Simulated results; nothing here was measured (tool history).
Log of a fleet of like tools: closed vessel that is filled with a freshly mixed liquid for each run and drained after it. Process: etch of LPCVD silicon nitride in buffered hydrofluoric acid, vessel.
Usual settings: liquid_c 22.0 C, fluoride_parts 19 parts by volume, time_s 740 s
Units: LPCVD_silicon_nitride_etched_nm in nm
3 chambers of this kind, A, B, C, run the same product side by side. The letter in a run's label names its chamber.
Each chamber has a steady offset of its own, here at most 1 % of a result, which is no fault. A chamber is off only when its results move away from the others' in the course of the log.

| run | hour | liquid_c | fluoride_parts | time_s | read-back film thickness of the LPCVD silicon nitride reference wafer, read on the same gauge (nm) | LPCVD_silicon_nitride_etched_nm |
|---|---|---|---|---|---|---|
| 1C | 10.2 | 22.0 | 19 | 740 | 100.010 | 5.4127 |
| 2A | 19.8 | 22.0 | 19 | 740 | 99.989 | 5.3961 |
| 3B | 25.9 | 22.0 | 19 | 740 | 100.060 | 5.3867 |
| 4B | 35.8 | 22.0 | 19 | 740 | 99.969 | 5.4447 |
| 5A | 43.1 | 22.0 | 19 | 740 | 99.937 | 5.4804 |
| 6C | 49.4 | 18.0 | 12 | 740 | 100.010 | 6.7941 |
| 7A | 57.0 | 18.0 | 12 | 740 | 100.010 | 6.7815 |
| 8C | 66.0 | 18.0 | 12 | 740 | 99.972 | 6.8491 |
| 9B | 72.4 | 22.0 | 19 | 740 | 99.986 | 5.4248 |
| 10A | 81.9 | 22.0 | 19 | 740 | 99.996 | 5.4682 |
| 11B | 90.9 | 22.0 | 19 | 740 | 100.010 | 5.4522 |
| 12C | 99.7 | 22.0 | 19 | 740 | 100.000 | 5.4534 |
| 13A | 109.8 | 22.0 | 19 | 740 | 99.994 | 5.4489 |
| 14B | 119.6 | 19.0 | 22 | 740 | 99.952 | 3.9793 |
| 15C | 126.2 | 19.0 | 22 | 740 | 100.030 | 4.1777 |
| 16B | 136.5 | 19.0 | 22 | 740 | 100.030 | 4.0283 |
| 17C | 146.3 | 22.0 | 19 | 740 | 99.988 | 5.4703 |
| 18A | 153.8 | 22.0 | 19 | 740 | 100.030 | 5.5259 |
| 19C | 160.5 | 22.0 | 19 | 740 | 100.010 | 5.5681 |
| 20B | 168.5 | 22.0 | 19 | 740 | 99.999 | 5.4056 |
| 21A | 178.6 | 22.0 | 19 | 740 | 99.976 | 5.4875 |
| 22B | 184.8 | 22.0 | 19 | 740 | 99.994 | 5.4610 |
| 23A | 194.0 | 22.0 | 19 | 740 | 100.030 | 5.4573 |
| 24C | 201.9 | 22.0 | 19 | 740 | 100.010 | 5.5880 |
| 25B | 208.8 | 22.0 | 19 | 740 | 100.010 | 5.3904 |
| 26C | 215.7 | 22.0 | 19 | 740 | 99.981 | 5.6781 |
| 27A | 223.8 | 22.0 | 22 | 740 | 99.977 | 4.8979 |
| 28B | 231.7 | 22.0 | 22 | 740 | 100.010 | 4.7890 |
| 29A | 239.4 | 22.0 | 22 | 740 | 99.994 | 4.8657 |
| 30C | 244.0 | 22.0 | 19 | 740 | 100.010 | 5.7427 |
| 31C | 253.6 | 22.0 | 19 | 740 | 100.010 | 5.7246 |
| 32A | 261.4 | 17.5 | 19 | 740 | 99.959 | 4.2699 |
| 33B | 269.1 | 17.5 | 19 | 740 | 100.010 | 4.2074 |
| 34A | 276.0 | 17.5 | 19 | 740 | 99.993 | 4.2752 |
| 35B | 282.0 | 22.0 | 19 | 740 | 100.010 | 5.3356 |
| 36C | 291.1 | 22.0 | 19 | 740 | 100.020 | 5.7191 |
| 37B | 301.5 | 22.0 | 19 | 740 | 100.000 | 5.4112 |
| 38C | 307.2 | 22.0 | 19 | 740 | 99.999 | 5.7901 |
| 39A | 313.6 | 22.0 | 19 | 740 | 100.030 | 5.4588 |
| 40C | 319.5 | 22.0 | 19 | 740 | 99.979 | 5.9070 |
| 41A | 329.3 | 22.0 | 19 | 740 | 99.990 | 5.5264 |
| 42B | 334.8 | 22.0 | 19 | 740 | 99.966 | 5.3824 |

What goes on in this fleet: one chamber off, a drifting gauge, or nothing beyond the chambers' own small offsets? Name the chamber and the cause, if any.

Chamber C drifts away from the others.
Cause: liquid hotter than its thermometer reads (K) = 1.43.
The log may not tell that from: hydrofluoric acid flow above the setpoint (%).

Here are 4 candidates for chamber C's next run, each the usual settings with a change, their results left as question marks. Which one brings its results back in line with what the others give on the usual settings?
In line means no further than this from the other chambers' mean on the usual settings: LPCVD_silicon_nitride_etched_nm 0.1400 nm
| 43C-1 | 342.2 | 22.0 | 17.5 | 740 |  | ? |
| 43C-2 | 342.2 | 20.5 | 19.0 | 740 |  | ? |
| 43C-3 | 342.2 | 22.0 | 19.0 | 760 |  | ? |
| 43C-4 | 342.2 | 22.0 | 19.0 | 720 |  | ? |

The other chambers' mean on the usual settings: LPCVD_silicon_nitride_etched_nm 5.4320 nm
| run | LPCVD_silicon_nitride_etched_nm |
|---|---|
| 43C-1 | 6.3686 |
| 43C-2 | 5.4071 |
| 43C-3 | 6.0391 |
| 43C-4 | 5.7212 |
43C-2 brings the chamber back in line.

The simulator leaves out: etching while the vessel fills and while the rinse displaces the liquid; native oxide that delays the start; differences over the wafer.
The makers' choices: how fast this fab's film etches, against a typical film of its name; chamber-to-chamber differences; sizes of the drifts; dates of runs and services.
